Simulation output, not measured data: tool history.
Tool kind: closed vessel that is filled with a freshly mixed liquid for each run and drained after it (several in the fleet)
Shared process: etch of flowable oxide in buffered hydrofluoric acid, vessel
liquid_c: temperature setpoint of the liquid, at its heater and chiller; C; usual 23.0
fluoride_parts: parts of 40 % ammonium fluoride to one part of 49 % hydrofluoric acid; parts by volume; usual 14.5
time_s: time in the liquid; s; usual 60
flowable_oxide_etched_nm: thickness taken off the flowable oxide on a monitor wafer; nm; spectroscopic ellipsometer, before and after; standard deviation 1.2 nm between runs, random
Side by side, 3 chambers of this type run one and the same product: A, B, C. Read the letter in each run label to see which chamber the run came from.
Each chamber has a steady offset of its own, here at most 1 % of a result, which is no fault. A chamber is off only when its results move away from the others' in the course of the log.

| run | day | liquid_c | fluoride_parts | time_s | read-back film thickness of the flowable oxide reference wafer, read on the same gauge (nm) | flowable_oxide_etched_nm |
|---|---|---|---|---|---|---|
| 1B | 0.346 | 23.0 | 14.5 | 60 | 130.01 | 135.36 |
| 2A | 0.792 | 23.0 | 14.5 | 60 | 130.01 | 138.57 |
| 3C | 1.142 | 23.0 | 14.5 | 60 | 129.98 | 137.57 |
| 4C | 1.571 | 23.0 | 14.5 | 60 | 130.02 | 136.52 |
| 5A | 1.858 | 23.0 | 14.5 | 60 | 130.03 | 137.95 |
| 6B | 2.067 | 23.0 | 14.5 | 60 | 130.01 | 137.47 |
| 7A | 2.404 | 25.0 | 12.0 | 60 | 130.02 | 182.11 |
| 8B | 2.804 | 25.0 | 12.0 | 60 | 130.02 | 187.03 |
| 9C | 3.012 | 25.0 | 12.0 | 60 | 130.02 | 185.10 |
| 10A | 3.288 | 23.0 | 14.5 | 60 | 129.99 | 137.87 |
| 11B | 3.662 | 23.0 | 14.5 | 60 | 129.99 | 136.94 |
| 12C | 3.871 | 27.5 | 17.5 | 60 | 130.00 | 146.40 |
| 13B | 4.162 | 27.5 | 17.5 | 60 | 130.02 | 145.63 |
| 14C | 4.379 | 27.5 | 17.5 | 60 | 130.00 | 144.65 |
| 15A | 4.588 | 23.0 | 14.5 | 60 | 130.00 | 138.40 |
| 16A | 4.850 | 23.0 | 14.5 | 60 | 130.00 | 137.67 |
| 17C | 5.221 | 23.0 | 14.5 | 60 | 129.98 | 138.21 |
|  | 5.300 | chamber A: hydrofluoric acid flow meter replaced |
| 18B | 5.588 | 23.0 | 14.5 | 60 | 129.98 | 136.60 |
| 19C | 5.925 | 23.0 | 14.5 | 60 | 129.99 | 137.92 |
| 20B | 6.150 | 23.0 | 14.5 | 60 | 129.98 | 138.54 |
| 21A | 6.425 | 23.0 | 14.5 | 60 | 130.01 | 139.58 |
| 22A | 6.746 | 23.0 | 14.5 | 60 | 129.98 | 136.57 |
| 23C | 7.046 | 23.0 | 14.5 | 60 | 130.00 | 137.50 |
| 24B | 7.283 | 19.5 | 14.5 | 90 | 130.01 | 167.68 |
| 25B | 7.696 | 19.5 | 14.5 | 90 | 129.98 | 170.75 |
| 26A | 8.092 | 19.5 | 14.5 | 90 | 129.99 | 168.13 |
| 27C | 8.333 | 23.0 | 14.5 | 60 | 130.03 | 136.48 |
| 28A | 8.712 | 23.0 | 14.5 | 60 | 129.99 | 138.75 |
| 29B | 9.167 | 23.0 | 14.5 | 60 | 129.98 | 137.79 |
| 30C | 9.567 | 23.0 | 14.5 | 60 | 130.00 | 135.66 |
|  | 9.712 | chamber B: thermometer replaced |
| 31B | 9.788 | 23.0 | 14.5 | 60 | 129.99 | 134.80 |
| 32A | 10.075 | 23.0 | 14.5 | 60 | 130.00 | 137.90 |
| 33C | 10.525 | 23.0 | 14.5 | 60 | 129.98 | 139.00 |
|  | 10.562 | chamber A: thermometer replaced |
| 34B | 10.829 | 23.0 | 14.5 | 60 | 130.01 | 135.33 |
| 35A | 11.108 | 23.0 | 14.5 | 60 | 129.98 | 139.17 |
| 36C | 11.467 | 25.0 | 14.5 | 80 | 130.00 | 208.05 |
| 37A | 11.721 | 25.0 | 14.5 | 80 | 129.99 | 203.08 |
| 38B | 12.150 | 25.0 | 14.5 | 80 | 130.01 | 204.57 |
| 39C | 12.512 | 23.0 | 14.5 | 60 | 130.02 | 135.07 |
| 40C | 12.771 | 23.0 | 14.5 | 60 | 130.01 | 137.76 |
| 41A | 12.992 | 23.0 | 14.5 | 60 | 129.99 | 137.53 |
| 42B | 13.346 | 23.0 | 14.5 | 60 | 130.02 | 137.61 |
| 43A | 13.812 | 20.5 | 14.5 | 90 | 129.98 | 181.35 |
| 44C | 14.258 | 20.5 | 14.5 | 90 | 129.99 | 179.13 |

Does one chamber stand apart from the rest, does the shared gauge drift, or is all well apart from small per-chamber offsets? Give the chamber and the most likely cause, where there is one.

Neither any chamber nor the gauge drifts; the chambers differ only by their own small, steady offsets.
